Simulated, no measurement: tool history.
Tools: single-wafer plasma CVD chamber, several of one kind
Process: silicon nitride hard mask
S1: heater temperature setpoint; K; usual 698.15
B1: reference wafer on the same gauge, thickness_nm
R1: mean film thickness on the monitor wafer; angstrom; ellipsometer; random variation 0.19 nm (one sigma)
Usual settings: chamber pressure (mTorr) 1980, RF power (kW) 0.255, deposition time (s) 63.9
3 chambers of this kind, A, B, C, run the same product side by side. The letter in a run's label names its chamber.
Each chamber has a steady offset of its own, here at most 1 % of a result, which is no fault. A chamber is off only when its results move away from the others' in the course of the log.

{"run": "1A", "hour": 15.6, "S1": 698.15, "chamber pressure (mTorr)": 1980, "RF power (kW)": 0.255, "deposition time (s)": 63.9, "B1": 61.403, "R1": 695.08}
{"run": "2C", "hour": 25.5, "S1": 698.15, "chamber pressure (mTorr)": 1980, "RF power (kW)": 0.255, "deposition time (s)": 63.9, "B1": 61.401, "R1": 694.28}
{"run": "3B", "hour": 33.9, "S1": 698.15, "chamber pressure (mTorr)": 1980, "RF power (kW)": 0.255, "deposition time (s)": 63.9, "B1": 61.397, "R1": 689.64}
{"run": "4A", "hour": 42.8, "S1": 698.15, "chamber pressure (mTorr)": 1980, "RF power (kW)": 0.255, "deposition time (s)": 63.9, "B1": 61.443, "R1": 691.56}
{"run": "5B", "hour": 53.4, "S1": 698.15, "chamber pressure (mTorr)": 1980, "RF power (kW)": 0.255, "deposition time (s)": 63.9, "B1": 61.381, "R1": 684.19}
{"run": "6C", "hour": 61.6, "S1": 698.15, "chamber pressure (mTorr)": 1980, "RF power (kW)": 0.29, "deposition time (s)": 63.9, "B1": 61.415, "R1": 756.22}
{"run": "7A", "hour": 76.1, "S1": 698.15, "chamber pressure (mTorr)": 1980, "RF power (kW)": 0.29, "deposition time (s)": 63.9, "B1": 61.401, "R1": 758.94}
{"run": "8B", "hour": 90.8, "S1": 698.15, "chamber pressure (mTorr)": 1980, "RF power (kW)": 0.29, "deposition time (s)": 63.9, "B1": 61.417, "R1": 746.42}
{"run": "9C", "hour": 106.2, "S1": 698.15, "chamber pressure (mTorr)": 1980, "RF power (kW)": 0.255, "deposition time (s)": 63.9, "B1": 61.364, "R1": 691.29}
{"hour": 107.4, "done": "chamber A: RF generator calibrated"}
{"run": "10C", "hour": 122.8, "S1": 698.15, "chamber pressure (mTorr)": 1980, "RF power (kW)": 0.255, "deposition time (s)": 63.9, "B1": 61.412, "R1": 688.03}
{"run": "11A", "hour": 130.4, "S1": 698.15, "chamber pressure (mTorr)": 1980, "RF power (kW)": 0.255, "deposition time (s)": 63.9, "B1": 61.405, "R1": 692.49}
{"run": "12B", "hour": 143.2, "S1": 711.15, "chamber pressure (mTorr)": 2350, "RF power (kW)": 0.255, "deposition time (s)": 63.9, "B1": 61.427, "R1": 712.18}
{"run": "13B", "hour": 151.6, "S1": 711.15, "chamber pressure (mTorr)": 2350, "RF power (kW)": 0.255, "deposition time (s)": 63.9, "B1": 61.385, "R1": 711.42}
{"run": "14A", "hour": 159.6, "S1": 711.15, "chamber pressure (mTorr)": 2350, "RF power (kW)": 0.255, "deposition time (s)": 63.9, "B1": 61.403, "R1": 718.04}
{"run": "15C", "hour": 168.6, "S1": 698.15, "chamber pressure (mTorr)": 1980, "RF power (kW)": 0.255, "deposition time (s)": 63.9, "B1": 61.371, "R1": 691.98}
{"run": "16A", "hour": 177.8, "S1": 710.15, "chamber pressure (mTorr)": 1980, "RF power (kW)": 0.275, "deposition time (s)": 63.9, "B1": 61.425, "R1": 728.97}
{"run": "17C", "hour": 187.6, "S1": 710.15, "chamber pressure (mTorr)": 1980, "RF power (kW)": 0.275, "deposition time (s)": 63.9, "B1": 61.379, "R1": 725.41}
{"run": "18B", "hour": 200.4, "S1": 710.15, "chamber pressure (mTorr)": 1980, "RF power (kW)": 0.275, "deposition time (s)": 63.9, "B1": 61.42, "R1": 717.28}
{"run": "19C", "hour": 211.1, "S1": 698.15, "chamber pressure (mTorr)": 1980, "RF power (kW)": 0.255, "deposition time (s)": 53.2, "B1": 61.426, "R1": 573.81}
{"run": "20A", "hour": 224.3, "S1": 698.15, "chamber pressure (mTorr)": 1980, "RF power (kW)": 0.255, "deposition time (s)": 53.2, "B1": 61.457, "R1": 577.47}
{"run": "21B", "hour": 239.2, "S1": 698.15, "chamber pressure (mTorr)": 1980, "RF power (kW)": 0.255, "deposition time (s)": 53.2, "B1": 61.372, "R1": 573.23}
{"run": "22B", "hour": 255.1, "S1": 698.15, "chamber pressure (mTorr)": 1980, "RF power (kW)": 0.255, "deposition time (s)": 63.9, "B1": 61.377, "R1": 686.31}
{"run": "23A", "hour": 264.0, "S1": 698.15, "chamber pressure (mTorr)": 1980, "RF power (kW)": 0.255, "deposition time (s)": 63.9, "B1": 61.389, "R1": 694.89}
{"run": "24C", "hour": 272.0, "S1": 698.15, "chamber pressure (mTorr)": 1980, "RF power (kW)": 0.255, "deposition time (s)": 63.9, "B1": 61.39, "R1": 690.35}
{"run": "25B", "hour": 279.8, "S1": 698.15, "chamber pressure (mTorr)": 1980, "RF power (kW)": 0.255, "deposition time (s)": 63.9, "B1": 61.348, "R1": 686.54}
{"run": "26C", "hour": 291.8, "S1": 698.15, "chamber pressure (mTorr)": 1980, "RF power (kW)": 0.255, "deposition time (s)": 63.9, "B1": 61.404, "R1": 692.35}
{"run": "27A", "hour": 303.5, "S1": 698.15, "chamber pressure (mTorr)": 1980, "RF power (kW)": 0.255, "deposition time (s)": 63.9, "B1": 61.368, "R1": 692.32}
{"run": "28C", "hour": 312.1, "S1": 698.15, "chamber pressure (mTorr)": 1980, "RF power (kW)": 0.255, "deposition time (s)": 63.9, "B1": 61.399, "R1": 692.19}
{"run": "29B", "hour": 321.1, "S1": 698.15, "chamber pressure (mTorr)": 1980, "RF power (kW)": 0.255, "deposition time (s)": 63.9, "B1": 61.393, "R1": 687.68}
{"run": "30A", "hour": 337.4, "S1": 698.15, "chamber pressure (mTorr)": 1980, "RF power (kW)": 0.255, "deposition time (s)": 63.9, "B1": 61.406, "R1": 694.73}
{"run": "31C", "hour": 348.5, "S1": 698.15, "chamber pressure (mTorr)": 1980, "RF power (kW)": 0.255, "deposition time (s)": 63.9, "B1": 61.43, "R1": 691.21}
{"run": "32A", "hour": 357.5, "S1": 698.15, "chamber pressure (mTorr)": 1980, "RF power (kW)": 0.255, "deposition time (s)": 63.9, "B1": 61.378, "R1": 692.12}
{"run": "33B", "hour": 373.5, "S1": 698.15, "chamber pressure (mTorr)": 1980, "RF power (kW)": 0.255, "deposition time (s)": 63.9, "B1": 61.361, "R1": 684.01}
{"run": "34C", "hour": 389.0, "S1": 698.15, "chamber pressure (mTorr)": 2190, "RF power (kW)": 0.3, "deposition time (s)": 63.9, "B1": 61.394, "R1": 797.78}
{"hour": 397.8, "done": "chamber C: thermocouple changed; heater temperature recalibrated"}
{"run": "35B", "hour": 401.5, "S1": 698.15, "chamber pressure (mTorr)": 2190, "RF power (kW)": 0.3, "deposition time (s)": 63.9, "B1": 61.403, "R1": 783.94}
{"run": "36A", "hour": 411.1, "S1": 698.15, "chamber pressure (mTorr)": 2190, "RF power (kW)": 0.3, "deposition time (s)": 63.9, "B1": 61.365, "R1": 800.2}
{"run": "37B", "hour": 422.6, "S1": 698.15, "chamber pressure (mTorr)": 1980, "RF power (kW)": 0.255, "deposition time (s)": 63.9, "B1": 61.432, "R1": 685.63}
{"run": "38C", "hour": 431.1, "S1": 698.15, "chamber pressure (mTorr)": 1980, "RF power (kW)": 0.255, "deposition time (s)": 63.9, "B1": 61.4, "R1": 690.39}
{"run": "39A", "hour": 439.5, "S1": 691.15, "chamber pressure (mTorr)": 1980, "RF power (kW)": 0.205, "deposition time (s)": 63.9, "B1": 61.336, "R1": 590.31}
{"run": "40A", "hour": 451.8, "S1": 691.15, "chamber pressure (mTorr)": 1980, "RF power (kW)": 0.205, "deposition time (s)": 63.9, "B1": 61.428, "R1": 594.44}
{"run": "41B", "hour": 464.6, "S1": 691.15, "chamber pressure (mTorr)": 1980, "RF power (kW)": 0.205, "deposition time (s)": 63.9, "B1": 61.425, "R1": 588.1}

All 3 chambers run these settings next. Forecast each chamber's results:
{"run": "42A", "hour": 476.6, "S1": 698.15, "chamber pressure (mTorr)": 1980, "RF power (kW)": 0.255, "deposition time (s)": 63.9, "R1": "?"}
{"run": "42B", "hour": 476.6, "S1": 698.15, "chamber pressure (mTorr)": 1980, "RF power (kW)": 0.255, "deposition time (s)": 63.9, "R1": "?"}
{"run": "42C", "hour": 476.6, "S1": 698.15, "chamber pressure (mTorr)": 1980, "RF power (kW)": 0.255, "deposition time (s)": 63.9, "R1": "?"}

run=42A R1=694.73
run=42B R1=687.27
run=42C R1=690.05
